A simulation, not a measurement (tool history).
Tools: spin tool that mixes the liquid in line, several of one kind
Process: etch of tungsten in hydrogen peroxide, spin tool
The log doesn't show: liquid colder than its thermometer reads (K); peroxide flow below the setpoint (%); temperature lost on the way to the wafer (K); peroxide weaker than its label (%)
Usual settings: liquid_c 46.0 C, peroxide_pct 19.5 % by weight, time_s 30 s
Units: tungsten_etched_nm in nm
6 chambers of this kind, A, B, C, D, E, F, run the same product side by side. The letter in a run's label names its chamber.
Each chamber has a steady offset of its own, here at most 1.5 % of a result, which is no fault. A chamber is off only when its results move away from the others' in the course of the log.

run,hour,liquid_c,peroxide_pct,time_s,hours since the thermometer was replaced,hours since the peroxide flow meter was replaced,hours since the heated supply line was repaired,hours since the drum of peroxide was connected,"read-back film thickness of the tungsten reference wafer, read on the same gauge (nm)",tungsten_etched_nm
1E,10.5,46.0,19.5,30,149.1,1256.6,1279.3,1319.7,60.038,39.891
# hour 12.8: chamber D: new drum of peroxide connected
2B,18.4,46.0,19.5,30,1719.5,508.1,1770.2,315.0,60.001,39.897
3A,28.1,46.0,19.5,30,653.2,440.0,1780.4,545.6,59.972,40.297
4C,36.8,46.0,19.5,30,337.2,771.4,784.4,962.9,60.019,40.357
5F,43.5,46.0,23.0,30,694.3,1691.1,2203.0,356.1,59.983,43.756
# hour 46.6: chamber E: new drum of peroxide connected
6D,51.2,46.0,23.0,30,1177.9,1075.4,1604.8,38.5,60.004,43.491
7F,57.2,46.0,23.0,30,708.0,1704.8,2216.7,369.8,59.971,43.584
8B,63.9,46.0,23.0,30,1765.0,553.6,1815.7,360.5,60.016,43.792
9A,75.3,46.0,23.0,30,700.4,487.2,1827.6,592.8,59.978,43.339
10E,85.4,46.0,23.0,30,224.0,1331.5,1354.2,38.8,60.016,43.147
11C,91.2,46.0,19.5,15,391.6,825.8,838.8,1017.3,60.009,20.242
12D,100.6,46.0,19.5,15,1227.3,1124.8,1654.2,87.9,59.964,20.179
13F,107.7,46.0,19.5,15,758.5,1755.3,2267.2,420.3,60.023,20.307
14A,116.9,46.0,19.5,15,742.0,528.8,1869.2,634.4,59.997,19.764
15D,122.0,46.0,19.5,15,1248.7,1146.2,1675.6,109.3,60.016,20.046
16B,129.1,46.0,19.5,15,1830.2,618.8,1880.9,425.7,60.031,20.209
17C,138.2,46.0,19.5,30,438.6,872.8,885.8,1064.3,59.994,40.625
18E,149.5,46.0,22.5,35,288.1,1395.6,1418.3,102.9,60.000,50.410
19F,154.5,46.0,22.5,35,805.3,1802.1,2314.0,467.1,59.965,50.705
20D,163.2,46.0,22.5,35,1289.9,1187.4,1716.8,150.5,59.999,50.592
21A,170.5,46.0,22.5,35,795.6,582.4,1922.8,688.0,59.985,49.443
22E,176.1,46.0,22.5,35,314.7,1422.2,1444.9,129.5,60.038,50.104
23B,186.9,46.0,22.5,35,1888.0,676.6,1938.7,483.5,59.994,50.095
24C,194.6,46.0,19.5,30,495.0,929.2,942.2,1120.7,59.992,40.774
25F,200.0,46.0,19.5,30,850.8,1847.6,2359.5,512.6,60.017,40.512
26E,208.2,46.0,19.5,30,346.8,1454.3,1477.0,161.6,59.980,40.045
# hour 210.8: chamber C: thermometer replaced
27B,215.7,46.0,19.5,30,1916.8,705.4,1967.5,512.3,59.999,40.164
28C,223.0,46.0,19.5,30,12.3,957.6,970.6,1149.1,59.973,40.622
29A,233.7,46.0,19.5,30,858.8,645.6,1986.0,751.2,60.026,39.034
# hour 235.3: chamber F: peroxide flow meter replaced
30D,242.6,46.0,19.5,30,1369.3,1266.8,1796.2,229.9,59.985,40.044
31F,253.9,46.0,19.5,30,904.7,18.7,2413.4,566.5,59.983,40.240
32B,260.6,46.0,19.5,30,1961.7,750.3,2012.4,557.2,59.983,40.337
33D,267.4,46.0,19.5,30,1394.1,1291.6,1821.0,254.7,59.981,39.998
34E,278.6,46.0,19.5,30,417.2,1524.7,1547.4,232.0,59.989,39.640
35C,285.7,46.0,19.5,30,75.0,1020.3,1033.3,1211.8,60.017,40.625
# hour 290.1: chamber C: peroxide flow meter replaced
36A,294.2,37.5,19.5,30,919.3,706.1,2046.5,811.7,60.025,22.469
# hour 301.3: chamber F: thermometer replaced
37D,302.6,37.5,19.5,30,1429.3,1326.8,1856.2,289.9,60.046,23.054
38C,313.1,37.5,19.5,30,102.4,23.0,1060.7,1239.2,59.986,23.462
39F,318.4,37.5,19.5,30,17.1,83.2,2477.9,631.0,60.010,23.628
40A,328.5,37.5,19.5,30,953.6,740.4,2080.8,846.0,60.022,22.269
41E,333.7,37.5,19.5,30,472.3,1579.8,1602.5,287.1,60.013,23.064
42B,343.4,46.0,19.5,30,2044.5,833.1,2095.2,640.0,60.023,40.441
43C,349.2,46.0,19.5,30,138.5,59.1,1096.8,1275.3,59.978,40.610
44A,357.8,46.0,19.5,30,982.9,769.7,2110.1,875.3,60.056,38.339

Next, every chamber runs the same settings. What will each give?
45A,365.9,46.0,22.0,30,,,,,,?
45B,365.9,46.0,22.0,30,,,,,,?
45C,365.9,46.0,22.0,30,,,,,,?
45D,365.9,46.0,22.0,30,,,,,,?
45E,365.9,46.0,22.0,30,,,,,,?
45F,365.9,46.0,22.0,30,,,,,,?

run,tungsten_etched_nm
45A,40.716
45B,42.535
45C,43.048
45D,42.439
45E,42.444
45F,42.802

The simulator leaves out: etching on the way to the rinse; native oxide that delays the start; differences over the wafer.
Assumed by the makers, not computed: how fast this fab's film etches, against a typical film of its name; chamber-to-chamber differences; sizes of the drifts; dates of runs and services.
